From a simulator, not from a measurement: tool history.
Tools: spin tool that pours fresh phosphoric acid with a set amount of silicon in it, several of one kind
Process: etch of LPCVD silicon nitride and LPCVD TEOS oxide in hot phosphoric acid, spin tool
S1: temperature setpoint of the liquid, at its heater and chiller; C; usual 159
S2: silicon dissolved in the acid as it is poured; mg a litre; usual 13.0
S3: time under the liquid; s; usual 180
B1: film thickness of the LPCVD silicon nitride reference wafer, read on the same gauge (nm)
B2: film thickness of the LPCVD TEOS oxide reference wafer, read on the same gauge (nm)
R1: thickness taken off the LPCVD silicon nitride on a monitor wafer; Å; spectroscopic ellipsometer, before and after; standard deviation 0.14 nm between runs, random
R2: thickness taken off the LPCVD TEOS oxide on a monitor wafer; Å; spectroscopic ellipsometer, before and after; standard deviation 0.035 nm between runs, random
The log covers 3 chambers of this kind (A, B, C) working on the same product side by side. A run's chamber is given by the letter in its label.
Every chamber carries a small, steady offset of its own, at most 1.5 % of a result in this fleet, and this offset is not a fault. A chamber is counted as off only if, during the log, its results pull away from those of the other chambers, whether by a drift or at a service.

run 1C day=0.138 | S1=159 S2=13.0 S3=180 | B1=39.974 B2=119.97 | R1=145.370 R2=5.7749
run 2B day=0.312 | S1=159 S2=13.0 S3=180 | B1=40.011 B2=120.00 | R1=147.560 R2=6.2623
run 3A day=0.450 | S1=159 S2=13.0 S3=180 | B1=39.983 B2=119.98 | R1=146.490 R2=5.9988
run 4B day=0.592 | S1=159 S2=13.0 S3=180 | B1=39.964 B2=119.99 | R1=148.770 R2=5.7455
run 5A day=0.700 | S1=159 S2=13.0 S3=180 | B1=39.989 B2=120.00 | R1=145.190 R2=5.8521
run 6C day=0.804 | S1=159 S2=13.0 S3=180 | B1=40.030 B2=120.01 | R1=148.210 R2=5.6231
run 7B day=0.904 | S1=159 S2=21.0 S3=280 | B1=39.979 B2=119.99 | R1=228.110 R2=8.0519
run 8A day=1.008 | S1=159 S2=21.0 S3=280 | B1=39.962 B2=119.99 | R1=230.280 R2=7.8131
run 9C day=1.175 | S1=159 S2=21.0 S3=280 | B1=40.027 B2=120.02 | R1=227.520 R2=8.1226
-- day=1.338 chamber A: heated supply line repaired
run 10A day=1.371 | S1=159 S2=13.0 S3=180 | B1=40.023 B2=119.99 | R1=146.590 R2=5.5313
run 11C day=1.479 | S1=159 S2=4.5 S3=180 | B1=39.963 B2=119.99 | R1=145.300 R2=7.0779
run 12B day=1.621 | S1=159 S2=4.5 S3=180 | B1=39.976 B2=120.00 | R1=148.280 R2=7.1080
run 13A day=1.712 | S1=159 S2=4.5 S3=180 | B1=39.987 B2=120.02 | R1=146.230 R2=7.5664
run 14C day=1.896 | S1=160 S2=18.5 S3=180 | B1=39.995 B2=120.00 | R1=151.010 R2=5.3091
run 15B day=1.992 | S1=160 S2=18.5 S3=180 | B1=40.026 B2=119.99 | R1=152.350 R2=5.7506
run 16A day=2.079 | S1=160 S2=18.5 S3=180 | B1=40.019 B2=120.02 | R1=151.010 R2=5.3670
run 17C day=2.271 | S1=159 S2=13.0 S3=180 | B1=39.988 B2=119.98 | R1=146.790 R2=6.5688
run 18B day=2.396 | S1=159 S2=13.0 S3=180 | B1=39.980 B2=120.00 | R1=148.350 R2=6.0566
run 19B day=2.517 | S1=159 S2=13.0 S3=180 | B1=40.058 B2=120.01 | R1=149.350 R2=6.2651
run 20C day=2.629 | S1=159 S2=13.0 S3=100 | B1=40.019 B2=120.01 | R1=81.972 R2=3.3323
run 21A day=2.738 | S1=159 S2=13.0 S3=100 | B1=40.019 B2=120.00 | R1=81.460 R2=3.4611
run 22A day=2.867 | S1=159 S2=13.0 S3=100 | B1=40.017 B2=120.02 | R1=81.080 R2=3.4311
run 23C day=3.012 | S1=161 S2=13.0 S3=285 | B1=40.034 B2=120.00 | R1=250.990 R2=10.3490
run 24B day=3.104 | S1=161 S2=13.0 S3=285 | B1=39.989 B2=119.99 | R1=247.290 R2=10.4350
run 25C day=3.288 | S1=161 S2=13.0 S3=285 | B1=40.009 B2=120.00 | R1=249.530 R2=9.3772

Is one chamber off against the others, does the gauge drift, or is nothing wrong? If a chamber is off, say which, and what the likeliest cause is.

Neither any chamber nor the gauge drifts; the chambers differ only by their own small, steady offsets.
